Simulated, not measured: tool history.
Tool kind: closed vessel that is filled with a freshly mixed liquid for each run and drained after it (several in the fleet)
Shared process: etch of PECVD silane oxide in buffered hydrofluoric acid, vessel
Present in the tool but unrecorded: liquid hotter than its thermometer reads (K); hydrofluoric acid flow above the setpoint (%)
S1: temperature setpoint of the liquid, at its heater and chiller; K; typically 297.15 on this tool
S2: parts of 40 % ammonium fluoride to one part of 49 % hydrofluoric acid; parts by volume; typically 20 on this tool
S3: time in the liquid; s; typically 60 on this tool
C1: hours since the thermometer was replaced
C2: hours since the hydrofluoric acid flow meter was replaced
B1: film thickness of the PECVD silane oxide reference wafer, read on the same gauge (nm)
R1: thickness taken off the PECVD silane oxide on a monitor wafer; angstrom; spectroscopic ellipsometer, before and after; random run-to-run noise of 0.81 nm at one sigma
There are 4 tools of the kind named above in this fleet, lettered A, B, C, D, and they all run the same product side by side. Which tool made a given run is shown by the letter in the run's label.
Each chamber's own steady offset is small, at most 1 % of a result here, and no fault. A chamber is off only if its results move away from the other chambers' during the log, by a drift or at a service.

Run 1D, hour 6.5: usual settings; C1 1294.8; C2 182.5; B1 110. Result: R1 881.89 angstrom.
Run 2C, hour 10.3: usual settings; C1 604.5; C2 777.6; B1 110. Result: R1 888.16 angstrom.
Run 3A, hour 17.2: usual settings; C1 130.3; C2 931.9; B1 110. Result: R1 866 angstrom.
Run 4B, hour 24.3: usual settings; C1 1274.3; C2 244.2; B1 109.99. Result: R1 894.12 angstrom.
Run 5B, hour 27.9: usual settings; C1 1277.9; C2 247.8; B1 109.98. Result: R1 881.44 angstrom.
Run 6D, hour 33.3: usual settings; C1 1321.6; C2 209.3; B1 109.98. Result: R1 862.39 angstrom.
Run 7C, hour 40.2: usual settings; C1 634.4; C2 807.5; B1 110.02. Result: R1 902.07 angstrom.
Run 8A, hour 47: usual settings; C1 160.1; C2 961.7; B1 110.01. Result: R1 869.8 angstrom.
Run 9A, hour 51.2: usual settings; C1 164.3; C2 965.9; B1 110.03. Result: R1 881.49 angstrom.
Run 10C, hour 58: usual settings; C1 652.2; C2 825.3; B1 110.01. Result: R1 911.1 angstrom.
Run 11D, hour 65.2: usual settings; C1 1353.5; C2 241.2; B1 110. Result: R1 877.07 angstrom.
Run 12B, hour 71.5: usual settings; C1 1321.5; C2 291.4; B1 110.02. Result: R1 886.83 angstrom.
Run 13C, hour 76.4: usual settings but S2 24 parts by volume; C1 670.6; C2 843.7; B1 110.01. Result: R1 818.07 angstrom.
Run 14B, hour 82.6: usual settings but S2 24 parts by volume; C1 1332.6; C2 302.5; B1 109.98. Result: R1 776.33 angstrom.
Run 15D, hour 87.3: usual settings but S2 24 parts by volume; C1 1375.6; C2 263.3; B1 109.98. Result: R1 767.04 angstrom.
At hour 92.9: chamber C: hydrofluoric acid flow meter replaced.
Run 16A, hour 94: usual settings but S2 24 parts by volume; C1 207.1; C2 1008.7; B1 109.99. Result: R1 759.5 angstrom.
Run 17A, hour 100.6: usual settings; C1 213.7; C2 1015.3; B1 109.96. Result: R1 876.48 angstrom.
Run 18B, hour 106.6: usual settings; C1 1356.6; C2 326.5; B1 109.99. Result: R1 884.5 angstrom.
Run 19D, hour 113.3: usual settings; C1 1401.6; C2 289.3; B1 109.98. Result: R1 870.34 angstrom.
Run 20C, hour 117: usual settings; C1 711.2; C2 24.1; B1 109.99. Result: R1 941.26 angstrom.
Run 21D, hour 121.9: usual settings; C1 1410.2; C2 297.9; B1 110.01. Result: R1 865.69 angstrom.
Run 22B, hour 128: usual settings; C1 1378; C2 347.9; B1 109.98. Result: R1 872.03 angstrom.
Run 23C, hour 133.6: usual settings but S1 301.15 K; C1 727.8; C2 40.7; B1 110.01. Result: R1 1201.9 angstrom.
Run 24A, hour 139.7: usual settings but S1 301.15 K; C1 252.8; C2 1054.4; B1 109.99. Result: R1 1096.7 angstrom.
Run 25D, hour 143.6: usual settings but S1 301.15 K; C1 1431.9; C2 319.6; B1 109.99. Result: R1 1062 angstrom.
Run 26C, hour 148.7: usual settings but S1 301.15 K; C1 742.9; C2 55.8; B1 110.03. Result: R1 1209.3 angstrom.
Run 27A, hour 152.9: usual settings but S1 293.65 K, S2 26 parts by volume; C1 266; C2 1067.6; B1 109.96. Result: R1 598.2 angstrom.
Run 28B, hour 156.5: usual settings but S1 293.65 K, S2 26 parts by volume; C1 1406.5; C2 376.4; B1 109.99. Result: R1 606.56 angstrom.

Does one chamber stand apart from the rest, does the shared gauge drift, or is all well apart from small per-chamber offsets? Give the chamber and the most likely cause, where there is one.

One chamber, C, drifts off from the rest bit by bit.
Cause: liquid hotter than its thermometer reads (K) = 2.13.

Chamber C could run next with any of the 4 candidate recipes listed below; each alters the usual settings, and their results appear as question marks. Which one brings its results back in line with what the other chambers deliver on the usual settings?
A result is in line if it is within this distance of the other chambers' mean on the usual settings: R1 28 angstrom
Run 29C-1, hour 162.2: usual settings but S1 296.65 K. Result: R1 ?.
Run 29C-2, hour 162.2: usual settings but S2 19.5 parts by volume, S3 65 s. Result: R1 ?.
Run 29C-3, hour 162.2: usual settings but S2 19.5 parts by volume. Result: R1 ?.
Run 29C-4, hour 162.2: usual settings but S1 296.15 K, S2 22 parts by volume. Result: R1 ?.

The other chambers' mean on the usual settings: R1 878.71 angstrom
  run      R1
29C-1  962.02
29C-2  1097.1
29C-3  1012.7
29C-4  877.14
29C-4 puts the chamber back in line with the other chambers.
